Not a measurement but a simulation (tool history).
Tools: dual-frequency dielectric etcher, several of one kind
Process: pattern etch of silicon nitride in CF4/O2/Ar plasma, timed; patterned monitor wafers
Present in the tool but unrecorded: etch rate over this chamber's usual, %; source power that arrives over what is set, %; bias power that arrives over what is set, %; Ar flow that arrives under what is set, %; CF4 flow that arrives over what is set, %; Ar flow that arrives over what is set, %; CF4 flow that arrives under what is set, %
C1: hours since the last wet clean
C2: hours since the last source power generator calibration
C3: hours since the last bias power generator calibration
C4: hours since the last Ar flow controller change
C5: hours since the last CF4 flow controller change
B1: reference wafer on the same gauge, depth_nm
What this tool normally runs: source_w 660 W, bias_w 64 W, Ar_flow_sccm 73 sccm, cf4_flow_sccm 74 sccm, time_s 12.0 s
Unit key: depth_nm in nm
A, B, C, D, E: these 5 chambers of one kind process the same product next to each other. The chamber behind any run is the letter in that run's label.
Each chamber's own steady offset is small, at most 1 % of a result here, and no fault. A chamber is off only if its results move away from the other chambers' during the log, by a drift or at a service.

{"run": "1E", "day": 0.112, "source_w": 660, "bias_w": 64, "Ar_flow_sccm": 73, "cf4_flow_sccm": 74, "time_s": 12.0, "C1": 413.9, "C2": 1402.3, "C3": 1173.5, "C4": 275.8, "C5": 410.8, "B1": 35.174, "depth_nm": 32.079}
{"run": "2D", "day": 0.304, "source_w": 660, "bias_w": 64, "Ar_flow_sccm": 73, "cf4_flow_sccm": 74, "time_s": 12.0, "C1": 611.3, "C2": 1683.6, "C3": 3413.9, "C4": 1611.3, "C5": 9.0, "B1": 35.168, "depth_nm": 31.801}
{"run": "3A", "day": 0.429, "source_w": 660, "bias_w": 64, "Ar_flow_sccm": 73, "cf4_flow_sccm": 74, "time_s": 12.0, "C1": 121.7, "C2": 1370.4, "C3": 2418.5, "C4": 1267.5, "C5": 1867.4, "B1": 35.208, "depth_nm": 32.041}
{"run": "4C", "day": 0.571, "source_w": 660, "bias_w": 64, "Ar_flow_sccm": 73, "cf4_flow_sccm": 74, "time_s": 12.0, "C1": 585.6, "C2": 521.0, "C3": 26.1, "C4": 1379.3, "C5": 2028.6, "B1": 35.217, "depth_nm": 32.054}
{"run": "5B", "day": 0.771, "source_w": 660, "bias_w": 64, "Ar_flow_sccm": 73, "cf4_flow_sccm": 74, "time_s": 12.0, "C1": 464.7, "C2": 1844.8, "C3": 253.1, "C4": 4240.8, "C5": 1654.0, "B1": 35.205, "depth_nm": 31.546}
{"run": "6B", "day": 0.933, "source_w": 660, "bias_w": 64, "Ar_flow_sccm": 73, "cf4_flow_sccm": 74, "time_s": 12.0, "C1": 468.6, "C2": 1848.7, "C3": 257.0, "C4": 4244.7, "C5": 1657.9, "B1": 35.193, "depth_nm": 31.258}
{"run": "7C", "day": 1.138, "source_w": 660, "bias_w": 64, "Ar_flow_sccm": 73, "cf4_flow_sccm": 74, "time_s": 12.0, "C1": 599.2, "C2": 534.6, "C3": 39.7, "C4": 1392.9, "C5": 2042.2, "B1": 35.225, "depth_nm": 32.2}
{"run": "8A", "day": 1.325, "source_w": 660, "bias_w": 64, "Ar_flow_sccm": 73, "cf4_flow_sccm": 74, "time_s": 12.0, "C1": 143.2, "C2": 1391.9, "C3": 2440.0, "C4": 1289.0, "C5": 1888.9, "B1": 35.207, "depth_nm": 32.499}
{"run": "9D", "day": 1.525, "source_w": 660, "bias_w": 64, "Ar_flow_sccm": 73, "cf4_flow_sccm": 74, "time_s": 12.0, "C1": 640.6, "C2": 1712.9, "C3": 3443.2, "C4": 1640.6, "C5": 38.3, "B1": 35.181, "depth_nm": 32.215}
{"run": "10E", "day": 1.738, "source_w": 660, "bias_w": 64, "Ar_flow_sccm": 73, "cf4_flow_sccm": 74, "time_s": 12.0, "C1": 452.9, "C2": 1441.3, "C3": 1212.5, "C4": 314.8, "C5": 449.8, "B1": 35.135, "depth_nm": 31.83}
{"run": "11E", "day": 1.971, "source_w": 660, "bias_w": 64, "Ar_flow_sccm": 73, "cf4_flow_sccm": 61, "time_s": 15.0, "C1": 458.5, "C2": 1446.9, "C3": 1218.1, "C4": 320.4, "C5": 455.4, "B1": 35.164, "depth_nm": 38.579}
{"run": "12A", "day": 2.196, "source_w": 660, "bias_w": 64, "Ar_flow_sccm": 73, "cf4_flow_sccm": 61, "time_s": 15.0, "C1": 164.1, "C2": 1412.8, "C3": 2460.9, "C4": 1309.9, "C5": 1909.8, "B1": 35.215, "depth_nm": 39.152}
{"run": "13B", "day": 2.396, "source_w": 660, "bias_w": 64, "Ar_flow_sccm": 73, "cf4_flow_sccm": 61, "time_s": 15.0, "C1": 503.7, "C2": 1883.8, "C3": 292.1, "C4": 4279.8, "C5": 1693.0, "B1": 35.221, "depth_nm": 38.566}
{"run": "14C", "day": 2.525, "source_w": 660, "bias_w": 64, "Ar_flow_sccm": 73, "cf4_flow_sccm": 61, "time_s": 15.0, "C1": 632.5, "C2": 567.9, "C3": 73.0, "C4": 1426.2, "C5": 2075.5, "B1": 35.191, "depth_nm": 38.689}
{"day": 2.542, "done": "chamber B: wet clean of the chamber"}
{"day": 2.675, "done": "chamber A: CF4 flow controller replaced"}
{"run": "15D", "day": 2.767, "source_w": 660, "bias_w": 64, "Ar_flow_sccm": 73, "cf4_flow_sccm": 61, "time_s": 15.0, "C1": 670.4, "C2": 1742.7, "C3": 3473.0, "C4": 1670.4, "C5": 68.1, "B1": 35.246, "depth_nm": 39.229}
{"run": "16D", "day": 2.946, "source_w": 660, "bias_w": 64, "Ar_flow_sccm": 73, "cf4_flow_sccm": 74, "time_s": 12.0, "C1": 674.7, "C2": 1747.0, "C3": 3477.3, "C4": 1674.7, "C5": 72.4, "B1": 35.216, "depth_nm": 32.198}
{"day": 3.075, "done": "chamber E: wet clean of the chamber"}
{"run": "17C", "day": 3.183, "source_w": 660, "bias_w": 64, "Ar_flow_sccm": 73, "cf4_flow_sccm": 74, "time_s": 12.0, "C1": 648.3, "C2": 583.7, "C3": 88.8, "C4": 1442.0, "C5": 2091.3, "B1": 35.262, "depth_nm": 31.84}
{"day": 3.408, "done": "chamber D: wet clean of the chamber"}
{"run": "18E", "day": 3.417, "source_w": 660, "bias_w": 64, "Ar_flow_sccm": 73, "cf4_flow_sccm": 74, "time_s": 12.0, "C1": 8.3, "C2": 1481.6, "C3": 1252.8, "C4": 355.1, "C5": 490.1, "B1": 35.178, "depth_nm": 31.463}
{"run": "19A", "day": 3.571, "source_w": 660, "bias_w": 64, "Ar_flow_sccm": 73, "cf4_flow_sccm": 74, "time_s": 12.0, "C1": 197.1, "C2": 1445.8, "C3": 2493.9, "C4": 1342.9, "C5": 21.5, "B1": 35.233, "depth_nm": 31.917}
{"run": "20B", "day": 3.775, "source_w": 660, "bias_w": 64, "Ar_flow_sccm": 73, "cf4_flow_sccm": 74, "time_s": 12.0, "C1": 29.6, "C2": 1916.9, "C3": 325.2, "C4": 4312.9, "C5": 1726.1, "B1": 35.227, "depth_nm": 31.621}
{"run": "21B", "day": 4.008, "source_w": 660, "bias_w": 64, "Ar_flow_sccm": 73, "cf4_flow_sccm": 74, "time_s": 12.0, "C1": 35.2, "C2": 1922.5, "C3": 330.8, "C4": 4318.5, "C5": 1731.7, "B1": 35.231, "depth_nm": 31.293}
{"run": "22A", "day": 4.158, "source_w": 660, "bias_w": 64, "Ar_flow_sccm": 73, "cf4_flow_sccm": 74, "time_s": 12.0, "C1": 211.2, "C2": 1459.9, "C3": 2508.0, "C4": 1357.0, "C5": 35.6, "B1": 35.167, "depth_nm": 32.192}
{"run": "23D", "day": 4.325, "source_w": 660, "bias_w": 64, "Ar_flow_sccm": 73, "cf4_flow_sccm": 74, "time_s": 12.0, "C1": 22.1, "C2": 1780.1, "C3": 3510.4, "C4": 1707.8, "C5": 105.5, "B1": 35.209, "depth_nm": 32.289}
{"run": "24C", "day": 4.521, "source_w": 660, "bias_w": 54, "Ar_flow_sccm": 73, "cf4_flow_sccm": 74, "time_s": 13.0, "C1": 680.4, "C2": 615.8, "C3": 120.9, "C4": 1474.1, "C5": 2123.4, "B1": 35.236, "depth_nm": 32.701}
{"run": "25E", "day": 4.704, "source_w": 660, "bias_w": 54, "Ar_flow_sccm": 73, "cf4_flow_sccm": 74, "time_s": 13.0, "C1": 39.2, "C2": 1512.5, "C3": 1283.7, "C4": 386.0, "C5": 521.0, "B1": 35.179, "depth_nm": 32.473}
{"day": 4.95, "done": "chamber C: wet clean of the chamber"}
{"run": "26D", "day": 4.954, "source_w": 660, "bias_w": 54, "Ar_flow_sccm": 73, "cf4_flow_sccm": 74, "time_s": 13.0, "C1": 37.2, "C2": 1795.2, "C3": 3525.5, "C4": 1722.9, "C5": 120.6, "B1": 35.24, "depth_nm": 32.523}
{"run": "27C", "day": 5.15, "source_w": 660, "bias_w": 54, "Ar_flow_sccm": 73, "cf4_flow_sccm": 74, "time_s": 13.0, "C1": 4.8, "C2": 630.9, "C3": 136.0, "C4": 1489.2, "C5": 2138.5, "B1": 35.124, "depth_nm": 32.843}
{"run": "28B", "day": 5.346, "source_w": 660, "bias_w": 54, "Ar_flow_sccm": 73, "cf4_flow_sccm": 74, "time_s": 13.0, "C1": 67.3, "C2": 1954.6, "C3": 362.9, "C4": 4350.6, "C5": 1763.8, "B1": 35.229, "depth_nm": 32.476}
{"run": "29A", "day": 5.492, "source_w": 660, "bias_w": 64, "Ar_flow_sccm": 73, "cf4_flow_sccm": 74, "time_s": 12.0, "C1": 243.2, "C2": 1491.9, "C3": 2540.0, "C4": 1389.0, "C5": 67.6, "B1": 35.13, "depth_nm": 31.663}
{"run": "30E", "day": 5.646, "source_w": 660, "bias_w": 64, "Ar_flow_sccm": 73, "cf4_flow_sccm": 74, "time_s": 12.0, "C1": 61.8, "C2": 1535.1, "C3": 1306.3, "C4": 408.6, "C5": 543.6, "B1": 35.185, "depth_nm": 32.204}
{"run": "31B", "day": 5.821, "source_w": 660, "bias_w": 64, "Ar_flow_sccm": 73, "cf4_flow_sccm": 74, "time_s": 12.0, "C1": 78.7, "C2": 1966.0, "C3": 374.3, "C4": 4362.0, "C5": 1775.2, "B1": 35.189, "depth_nm": 31.844}
{"run": "32A", "day": 6.025, "source_w": 530, "bias_w": 70, "Ar_flow_sccm": 73, "cf4_flow_sccm": 74, "time_s": 12.0, "C1": 256.0, "C2": 1504.7, "C3": 2552.8, "C4": 1401.8, "C5": 80.4, "B1": 35.201, "depth_nm": 27.397}
{"run": "33E", "day": 6.204, "source_w": 530, "bias_w": 70, "Ar_flow_sccm": 73, "cf4_flow_sccm": 74, "time_s": 12.0, "C1": 75.2, "C2": 1548.5, "C3": 1319.7, "C4": 422.0, "C5": 557.0, "B1": 35.2, "depth_nm": 27.067}
{"run": "34D", "day": 6.342, "source_w": 530, "bias_w": 70, "Ar_flow_sccm": 73, "cf4_flow_sccm": 74, "time_s": 12.0, "C1": 70.5, "C2": 1828.5, "C3": 3558.8, "C4": 1756.2, "C5": 153.9, "B1": 35.273, "depth_nm": 27.297}
{"run": "35C", "day": 6.471, "source_w": 530, "bias_w": 70, "Ar_flow_sccm": 73, "cf4_flow_sccm": 74, "time_s": 12.0, "C1": 36.5, "C2": 662.6, "C3": 167.7, "C4": 1520.9, "C5": 2170.2, "B1": 35.181, "depth_nm": 27.177}

One chamber off, gauge drift, or nothing amiss beyond the chambers' own small offsets? If it is a chamber, which one, and what is the likeliest cause?

Beyond each chamber's small constant offset nothing stands out, and the gauge stays steady.
